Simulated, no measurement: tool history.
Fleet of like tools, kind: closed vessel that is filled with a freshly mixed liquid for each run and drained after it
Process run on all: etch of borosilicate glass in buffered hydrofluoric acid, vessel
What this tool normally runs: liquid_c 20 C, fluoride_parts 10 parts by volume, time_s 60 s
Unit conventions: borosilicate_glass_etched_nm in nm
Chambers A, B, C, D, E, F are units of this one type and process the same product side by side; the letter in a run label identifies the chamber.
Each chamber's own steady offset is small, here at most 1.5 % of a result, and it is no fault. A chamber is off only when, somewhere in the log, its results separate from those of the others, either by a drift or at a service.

| run | day | liquid_c | fluoride_parts | time_s | read-back film thickness of the borosilicate glass reference wafer, read on the same gauge (nm) | borosilicate_glass_etched_nm |
|---|---|---|---|---|---|---|
| 1D | 0.462 | 20 | 10 | 60 | 149.99 | 58.704 |
| 2A | 0.783 | 20 | 10 | 60 | 150 | 60.909 |
| 3B | 1.054 | 20 | 10 | 60 | 150.01 | 59.902 |
| 4F | 1.612 | 20 | 10 | 60 | 149.99 | 58.945 |
| 5E | 2.133 | 20 | 10 | 60 | 150.01 | 60.837 |
| 6C | 2.679 | 20 | 10 | 30 | 149.98 | 30.227 |
|  | 3.129 | chamber D: hydrofluoric acid flow meter replaced |
| 7A | 3.196 | 20 | 10 | 30 | 150 | 30.431 |
| 8B | 3.783 | 20 | 10 | 30 | 150 | 29.778 |
| 9D | 4.05 | 20 | 10 | 30 | 150.01 | 29.892 |
| 10C | 4.604 | 20 | 10 | 30 | 150 | 30.254 |
| 11E | 5.083 | 20 | 10 | 30 | 150 | 30.358 |
| 12F | 5.467 | 20 | 10 | 60 | 149.99 | 59.933 |
| 13D | 5.954 | 20 | 10 | 60 | 149.99 | 59.035 |
| 14A | 6.233 | 20 | 10 | 60 | 150.01 | 60.834 |
| 15F | 6.633 | 23 | 13.5 | 60 | 149.99 | 52.996 |
| 16C | 7.196 | 23 | 13.5 | 60 | 150.01 | 53.722 |
| 17B | 7.571 | 23 | 13.5 | 60 | 150.01 | 52.068 |
| 18E | 8.112 | 23 | 13.5 | 60 | 150 | 53.51 |
| 19C | 8.533 | 23 | 13.5 | 60 | 149.99 | 52.941 |
| 20F | 8.892 | 23 | 13.5 | 60 | 150 | 51.937 |
|  | 8.988 | chamber A: hydrofluoric acid flow meter replaced |
| 21B | 9.233 | 20 | 10 | 60 | 150 | 58.207 |
| 22A | 9.667 | 21.5 | 10 | 75 | 150.01 | 82.005 |
| 23E | 10.271 | 21.5 | 10 | 75 | 150.01 | 81.919 |
| 24D | 10.771 | 21.5 | 10 | 75 | 150.01 | 79.848 |
| 25E | 11.375 | 21.5 | 10 | 75 | 149.99 | 81.747 |
| 26D | 11.767 | 21.5 | 10 | 75 | 150.03 | 80.978 |
| 27B | 12.338 | 21.5 | 10 | 75 | 150 | 79.341 |
| 28A | 12.733 | 20 | 10 | 60 | 150 | 60.81 |
| 29F | 13.262 | 20 | 10 | 60 | 150.01 | 56.363 |
| 30C | 13.854 | 20 | 10 | 60 | 150.01 | 60.026 |
| 31D | 14.238 | 20 | 10 | 60 | 150.01 | 60.199 |
| 32B | 14.792 | 20 | 10 | 60 | 149.98 | 58.967 |
| 33E | 15.354 | 20 | 10 | 60 | 149.99 | 60.592 |
| 34A | 15.762 | 20 | 10 | 60 | 150 | 60.372 |
| 35C | 16.262 | 20 | 10 | 60 | 150 | 60.565 |
| 36F | 16.579 | 20 | 10 | 60 | 150.01 | 55.288 |
| 37A | 16.846 | 20 | 10 | 60 | 149.99 | 60.608 |

Does one chamber stand apart from the rest, does the shared gauge drift, or is all well apart from small per-chamber offsets? Give the chamber and the most likely cause, where there is one.

Little by little, chamber F moves away from the other chambers.
Likeliest cause: liquid colder than its thermometer reads (K) = 1.45.
The log may not tell that from: hydrofluoric acid flow below the setpoint (%).

Which of the 4 candidates below, each the usual settings with something changed and its results left as question marks, puts chamber F back in line with what the other chambers give on the usual settings?
In line means no further than this from the other chambers' mean on the usual settings: borosilicate_glass_etched_nm 1.9 nm
| 38F-1 | 17.279 | 20 | 10 | 65 |  | ? |
| 38F-2 | 17.279 | 20 | 10 | 70 |  | ? |
| 38F-3 | 17.279 | 19.5 | 10.5 | 55 |  | ? |
| 38F-4 | 17.279 | 20 | 10 | 55 |  | ? |

What the other chambers average on the usual settings: borosilicate_glass_etched_nm 60.007 nm
| run | borosilicate_glass_etched_nm |
|---|---|
| 38F-1 | 59.87 |
| 38F-2 | 64.475 |
| 38F-3 | 46.956 |
| 38F-4 | 50.659 |
With 38F-1, the chamber falls back in line with the rest.
